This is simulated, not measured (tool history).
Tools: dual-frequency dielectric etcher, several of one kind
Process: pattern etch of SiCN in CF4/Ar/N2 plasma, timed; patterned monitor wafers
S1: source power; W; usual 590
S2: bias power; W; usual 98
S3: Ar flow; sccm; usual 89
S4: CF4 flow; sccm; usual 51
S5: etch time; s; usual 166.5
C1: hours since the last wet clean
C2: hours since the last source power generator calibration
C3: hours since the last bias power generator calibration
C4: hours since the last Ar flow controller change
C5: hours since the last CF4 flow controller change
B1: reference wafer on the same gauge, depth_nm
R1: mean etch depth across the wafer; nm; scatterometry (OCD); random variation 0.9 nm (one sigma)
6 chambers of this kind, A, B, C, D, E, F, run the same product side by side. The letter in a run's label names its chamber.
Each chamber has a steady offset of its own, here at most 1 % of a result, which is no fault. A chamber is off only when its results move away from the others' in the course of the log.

Run 1A, hour 7.8: usual settings; C1 126.0; C2 3661.6; C3 317.8; C4 173.8; C5 1087.6; B1 232.23. Result: R1 196.78 nm.
Run 2E, hour 19.0: usual settings; C1 202.4; C2 1227.2; C3 1014.4; C4 1544.1; C5 371.7; B1 232.26. Result: R1 198.15 nm.
Run 3D, hour 27.0: usual settings; C1 325.4; C2 796.6; C3 2388.6; C4 3510.8; C5 3831.8; B1 232.22. Result: R1 197.72 nm.
Run 4C, hour 38.7: usual settings; C1 350.7; C2 1419.3; C3 199.0; C4 1228.9; C5 215.3; B1 232.08. Result: R1 198.45 nm.
Run 5F, hour 46.6: usual settings; C1 128.0; C2 581.5; C3 2024.0; C4 1374.0; C5 1039.7; B1 232.31. Result: R1 199.96 nm.
Run 6B, hour 55.1: usual settings; C1 139.5; C2 3612.1; C3 1165.5; C4 845.2; C5 1686.8; B1 231.91. Result: R1 196.42 nm.
Run 7B, hour 64.8: usual settings; C1 149.2; C2 3621.8; C3 1175.2; C4 854.9; C5 1696.5; B1 231.75. Result: R1 195.43 nm.
Run 8A, hour 73.0: usual settings; C1 191.2; C2 3726.8; C3 383.0; C4 239.0; C5 1152.8; B1 231.94. Result: R1 195.65 nm.
Run 9E, hour 85.0: usual settings; C1 268.4; C2 1293.2; C3 1080.4; C4 1610.1; C5 437.7; B1 231.86. Result: R1 197.66 nm.
At hour 85.5: chamber D: wet clean of the chamber.
Run 10D, hour 91.8: usual settings; C1 6.4; C2 861.4; C3 2453.4; C4 3575.6; C5 3896.6; B1 231.95. Result: R1 196.78 nm.
Run 11F, hour 97.9: usual settings; C1 179.3; C2 632.8; C3 2075.3; C4 1425.3; C5 1091.0; B1 232.08. Result: R1 199.19 nm.
Run 12C, hour 107.0: usual settings but S3 102 sccm, S4 58 sccm; C1 419.0; C2 1487.6; C3 267.3; C4 1297.2; C5 283.6; B1 231.79. Result: R1 198.10 nm.
Run 13E, hour 114.4: usual settings but S3 102 sccm, S4 58 sccm; C1 297.8; C2 1322.6; C3 1109.8; C4 1639.5; C5 467.1; B1 231.92. Result: R1 197.83 nm.
Run 14F, hour 121.1: usual settings but S3 102 sccm, S4 58 sccm; C1 202.5; C2 656.0; C3 2098.5; C4 1448.5; C5 1114.2; B1 231.97. Result: R1 199.79 nm.
Run 15A, hour 127.1: usual settings but S3 102 sccm, S4 58 sccm; C1 245.3; C2 3780.9; C3 437.1; C4 293.1; C5 1206.9; B1 231.97. Result: R1 195.45 nm.
Run 16B, hour 133.1: usual settings but S3 102 sccm, S4 58 sccm; C1 217.5; C2 3690.1; C3 1243.5; C4 923.2; C5 1764.8; B1 231.78. Result: R1 195.08 nm.
Run 17D, hour 143.2: usual settings but S3 102 sccm, S4 58 sccm; C1 57.8; C2 912.8; C3 2504.8; C4 3627.0; C5 3948.0; B1 232.06. Result: R1 195.63 nm.
Run 18C, hour 156.1: usual settings but S3 110 sccm, S5 137.0 s; C1 468.1; C2 1536.7; C3 316.4; C4 1346.3; C5 332.7; B1 232.03. Result: R1 158.56 nm.
At hour 157.7: chamber B: source power generator calibrated.
Run 19A, hour 167.1: usual settings but S3 110 sccm, S5 137.0 s; C1 285.3; C2 3820.9; C3 477.1; C4 333.1; C5 1246.9; B1 232.14. Result: R1 156.76 nm.
Run 20B, hour 176.2: usual settings but S3 110 sccm, S5 137.0 s; C1 260.6; C2 18.5; C3 1286.6; C4 966.3; C5 1807.9; B1 232.30. Result: R1 152.09 nm.
At hour 185.4: chamber E: wet clean of the chamber.
Run 21C, hour 188.5: usual settings but S3 110 sccm, S5 137.0 s; C1 500.5; C2 1569.1; C3 348.8; C4 1378.7; C5 365.1; B1 231.87. Result: R1 156.17 nm.
At hour 197.1: chamber C: wet clean of the chamber.
Run 22E, hour 200.1: usual settings but S3 110 sccm, S5 137.0 s; C1 14.7; C2 1408.3; C3 1195.5; C4 1725.2; C5 552.8; B1 231.87. Result: R1 158.87 nm.
Run 23F, hour 208.3: usual settings but S3 110 sccm, S5 137.0 s; C1 289.7; C2 743.2; C3 2185.7; C4 1535.7; C5 1201.4; B1 231.98. Result: R1 157.12 nm.
Run 24D, hour 214.7: usual settings; C1 129.3; C2 984.3; C3 2576.3; C4 3698.5; C5 4019.5; B1 232.15. Result: R1 197.46 nm.
Run 25B, hour 221.3: usual settings; C1 305.7; C2 63.6; C3 1331.7; C4 1011.4; C5 1853.0; B1 231.93. Result: R1 190.00 nm.
At hour 226.2: chamber D: bias power generator calibrated.
Run 26F, hour 229.6: usual settings; C1 311.0; C2 764.5; C3 2207.0; C4 1557.0; C5 1222.7; B1 232.31. Result: R1 199.63 nm.
Run 27A, hour 241.6: usual settings; C1 359.8; C2 3895.4; C3 551.6; C4 407.6; C5 1321.4; B1 231.92. Result: R1 196.94 nm.
Run 28D, hour 252.8: usual settings; C1 167.4; C2 1022.4; C3 26.6; C4 3736.6; C5 4057.6; B1 231.75. Result: R1 196.64 nm.
Run 29C, hour 260.7: usual settings; C1 63.7; C2 1641.3; C3 421.0; C4 1450.9; C5 437.3; B1 231.99. Result: R1 198.88 nm.
Run 30E, hour 273.2: usual settings; C1 87.8; C2 1481.4; C3 1268.6; C4 1798.3; C5 625.9; B1 231.99. Result: R1 197.62 nm.
Run 31A, hour 279.4: usual settings but S2 88 W, S4 42 sccm; C1 397.6; C2 3933.2; C3 589.4; C4 445.4; C5 1359.2; B1 232.08. Result: R1 183.24 nm.
Run 32C, hour 291.0: usual settings but S2 88 W, S4 42 sccm; C1 94.0; C2 1671.6; C3 451.3; C4 1481.2; C5 467.6; B1 232.16. Result: R1 182.89 nm.
Run 33F, hour 298.2: usual settings but S2 88 W, S4 42 sccm; C1 379.6; C2 833.1; C3 2275.6; C4 1625.6; C5 1291.3; B1 232.03. Result: R1 186.44 nm.
Run 34E, hour 303.8: usual settings but S2 88 W, S4 42 sccm; C1 118.4; C2 1512.0; C3 1299.2; C4 1828.9; C5 656.5; B1 231.88. Result: R1 184.72 nm.
Run 35B, hour 310.3: usual settings but S2 88 W, S4 42 sccm; C1 394.7; C2 152.6; C3 1420.7; C4 1100.4; C5 1942.0; B1 232.25. Result: R1 176.51 nm.
Run 36D, hour 319.9: usual settings but S2 88 W, S4 42 sccm; C1 234.5; C2 1089.5; C3 93.7; C4 3803.7; C5 4124.7; B1 231.68. Result: R1 184.15 nm.
Run 37D, hour 327.1: usual settings; C1 241.7; C2 1096.7; C3 100.9; C4 3810.9; C5 4131.9; B1 232.02. Result: R1 196.73 nm.
Run 38C, hour 339.8: usual settings; C1 142.8; C2 1720.4; C3 500.1; C4 1530.0; C5 516.4; B1 231.88. Result: R1 196.09 nm.

Is one chamber off against the others, does the gauge drift, or is nothing wrong? If a chamber is off, say which, and what the likeliest cause is.

A service left chamber B off against the others.
Cause: source power that arrives under what is set, % = 3.36.

Here are 4 candidates for chamber B's next run, each the usual settings with a change, their results left as question marks. Which one brings its results back in line with what the others give on the usual settings?
In line means no further than this from the other chambers' mean on the usual settings: R1 3.20 nm
Run 39B-1, hour 349.2: usual settings but S5 165.0 s. Result: R1 ?.
Run 39B-2, hour 349.2: usual settings but S1 600 W. Result: R1 ?.
Run 39B-3, hour 349.2: usual settings but S3 77 sccm, S4 58 sccm. Result: R1 ?.
Run 39B-4, hour 349.2: usual settings but S1 580 W, S2 97 W, S5 162.5 s. Result: R1 ?.

The other chambers' mean on the usual settings: R1 197.42 nm
  run      R1
39B-1  188.16
39B-2  192.71
39B-3  197.32
39B-4  181.83
39B-3 brings the chamber back in line.

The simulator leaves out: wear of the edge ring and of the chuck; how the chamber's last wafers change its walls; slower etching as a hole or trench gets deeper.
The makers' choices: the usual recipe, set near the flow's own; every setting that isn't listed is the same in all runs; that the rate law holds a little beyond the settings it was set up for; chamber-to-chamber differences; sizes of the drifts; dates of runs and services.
